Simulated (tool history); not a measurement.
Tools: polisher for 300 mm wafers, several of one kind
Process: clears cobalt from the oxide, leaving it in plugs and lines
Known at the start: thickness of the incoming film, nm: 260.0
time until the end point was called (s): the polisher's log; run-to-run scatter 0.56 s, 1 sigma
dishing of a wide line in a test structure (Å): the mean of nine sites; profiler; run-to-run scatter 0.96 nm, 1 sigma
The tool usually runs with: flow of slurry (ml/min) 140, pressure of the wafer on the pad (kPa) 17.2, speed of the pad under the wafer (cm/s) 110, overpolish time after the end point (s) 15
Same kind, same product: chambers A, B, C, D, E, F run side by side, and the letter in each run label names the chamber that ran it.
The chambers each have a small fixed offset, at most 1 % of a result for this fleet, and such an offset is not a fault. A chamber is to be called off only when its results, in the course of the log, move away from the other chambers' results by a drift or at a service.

run,day,flow of slurry (ml/min),pressure of the wafer on the pad (kPa),speed of the pad under the wafer (cm/s),overpolish time after the end point (s),wafers polished on this pad,hours since the slurry nozzle was cleaned,hours since the head pressure was calibrated,time until the end point was called (s),dishing of a wide line in a test structure (Å)
1B,0.283,140,17.2,110,15,745,16.9,500.8,34.083,572.15
# day 0.296: chamber B: worn pad replaced by a new one
2C,0.612,140,17.2,110,15,448,231.2,567.8,33.933,566.96
3D,0.788,140,17.2,110,15,627,205.7,653.4,34.335,573.32
4F,0.962,140,17.2,110,15,289,183.4,463.0,34.307,548.91
5A,1.254,140,17.2,110,15,827,83.5,95.9,33.757,550.45
6E,1.471,140,17.2,110,15,643,119.5,545.5,34.911,559.60
7E,1.638,165,17.2,110,15,676,123.5,549.5,33.479,563.04
# day 1.671: chamber E: worn pad replaced by a new one
8A,1.962,165,17.2,110,15,968,100.5,112.9,33.796,555.24
# day 2.079: chamber A: worn pad replaced by a new one
9B,2.279,165,17.2,110,15,395,64.8,548.7,34.841,570.15
10D,2.546,165,17.2,110,15,977,247.9,695.6,33.564,576.28
11F,2.817,165,17.2,110,15,658,227.9,507.5,34.089,589.13
12C,2.971,165,17.2,110,15,918,287.8,624.4,34.181,573.56
13B,3.212,105,22.1,110,15,581,87.2,571.1,28.047,585.62
14E,3.496,105,22.1,110,15,363,168.1,594.1,28.142,599.30
# day 3.558: chamber D: slurry nozzle cleaned
# day 3.625: chamber D: worn pad replaced by a new one
15A,3.767,105,22.1,110,15,336,143.8,156.2,29.516,599.17
# day 3.808: chamber B: worn pad replaced by a new one
16C,4.025,105,22.1,110,15,1128,313.1,649.7,29.176,571.25
# day 4.083: chamber C: worn pad replaced by a new one
17D,4.271,105,22.1,110,15,129,17.2,737.0,28.179,618.60
# day 4.538: chamber E: head pressure recalibrated
18F,4.600,105,22.1,110,15,1013,270.7,550.3,29.503,608.08
# day 4.754: chamber F: worn pad replaced by a new one
19B,4.796,140,17.2,110,15,196,125.2,609.1,34.464,560.10
# day 4.833: chamber E: worn pad replaced by a new one
20D,5.108,140,17.2,110,15,296,37.3,757.1,33.775,582.95
# day 5.125: chamber C: head pressure recalibrated
21A,5.425,140,17.2,110,15,666,183.6,196.0,34.343,549.07
22E,5.588,140,17.2,110,15,150,218.3,25.3,38.478,539.37
23F,5.738,140,17.2,110,15,196,298.0,577.6,34.792,568.59
24C,6.050,140,17.2,110,15,391,361.7,22.3,34.434,550.35
25A,6.375,140,17.2,110,15,856,206.4,218.8,34.037,540.65
26B,6.683,140,17.2,110,15,572,170.5,654.4,34.165,554.95
# day 6.704: chamber B: head pressure recalibrated
27D,6.946,140,17.2,110,15,662,81.4,801.2,34.388,562.11
28C,7.096,140,17.2,110,15,600,386.8,47.4,33.701,544.68
# day 7.292: chamber A: worn pad replaced by a new one
29F,7.417,140,17.2,110,15,530,338.3,617.9,35.073,557.48
30E,7.700,140,17.2,110,15,571,269.0,76.0,37.885,540.18
# day 7.908: chamber E: worn pad replaced by a new one
# day 7.933: chamber B: worn pad replaced by a new one
31A,7.983,140,17.2,110,15,138,245.0,257.4,34.327,564.78
32F,8.133,140,17.2,110,15,673,355.5,635.1,34.541,554.92
33C,8.433,140,17.2,110,15,866,418.9,79.5,34.694,561.86
# day 8.512: chamber E: slurry nozzle cleaned
34B,8.712,140,17.2,110,15,155,219.2,48.3,33.746,565.73
# day 8.825: chamber C: slurry nozzle cleaned
35E,9.017,140,17.2,110,15,220,12.1,107.6,39.399,539.71
36D,9.212,140,17.2,110,15,1113,135.8,855.6,32.877,566.55
# day 9.488: chamber C: worn pad replaced by a new one
37B,9.500,140,17.2,110,15,312,238.1,67.2,35.037,561.77
38E,9.704,140,21.4,110,15,357,28.6,124.1,30.579,594.65
# day 9.712: chamber F: worn pad replaced by a new one
39F,9.892,140,21.4,110,15,35,397.7,677.3,27.890,593.40
40C,10.217,140,21.4,110,15,145,33.5,122.3,27.332,601.88

Read the log: is a single chamber off, either drifting away or since a service, is the gauge that measures every chamber drifting, or is nothing wrong beyond small per-chamber offsets? Name any odd chamber and what most likely caused it.

Chamber E came out of a service off from its peers and stayed that way.
What lies behind it: head's pressure below its setpoint, % = 10.4.

Chamber E could run next with any of the 4 candidate recipes listed below; each alters the usual settings, and their results appear as question marks. Which one brings its results back in line with what the other chambers deliver on the usual settings?
Counts as in line when no further than this from what the other chambers average on the usual settings: time until the end point was called (s) 1.900; dishing of a wide line in a test structure (Å) 34.00
41E-1,10.454,145,19.3,122,15,,,,?,?
41E-2,10.454,135,15.2,100,16,,,,?,?
41E-3,10.454,140,16.5,104,15,,,,?,?
41E-4,10.454,140,17.9,116,15,,,,?,?

Average result of the remaining chambers running the usual settings: time until the end point was called (s) 34.407; dishing of a wide line in a test structure (Å) 562.06
run,time until the end point was called (s),dishing of a wide line in a test structure (Å)
41E-1,30.727,591.58
41E-2,48.476,499.30
41E-3,42.387,516.71
41E-4,35.053,562.53
Change 41E-4 lands the chamber within the allowed miss of the other chambers.
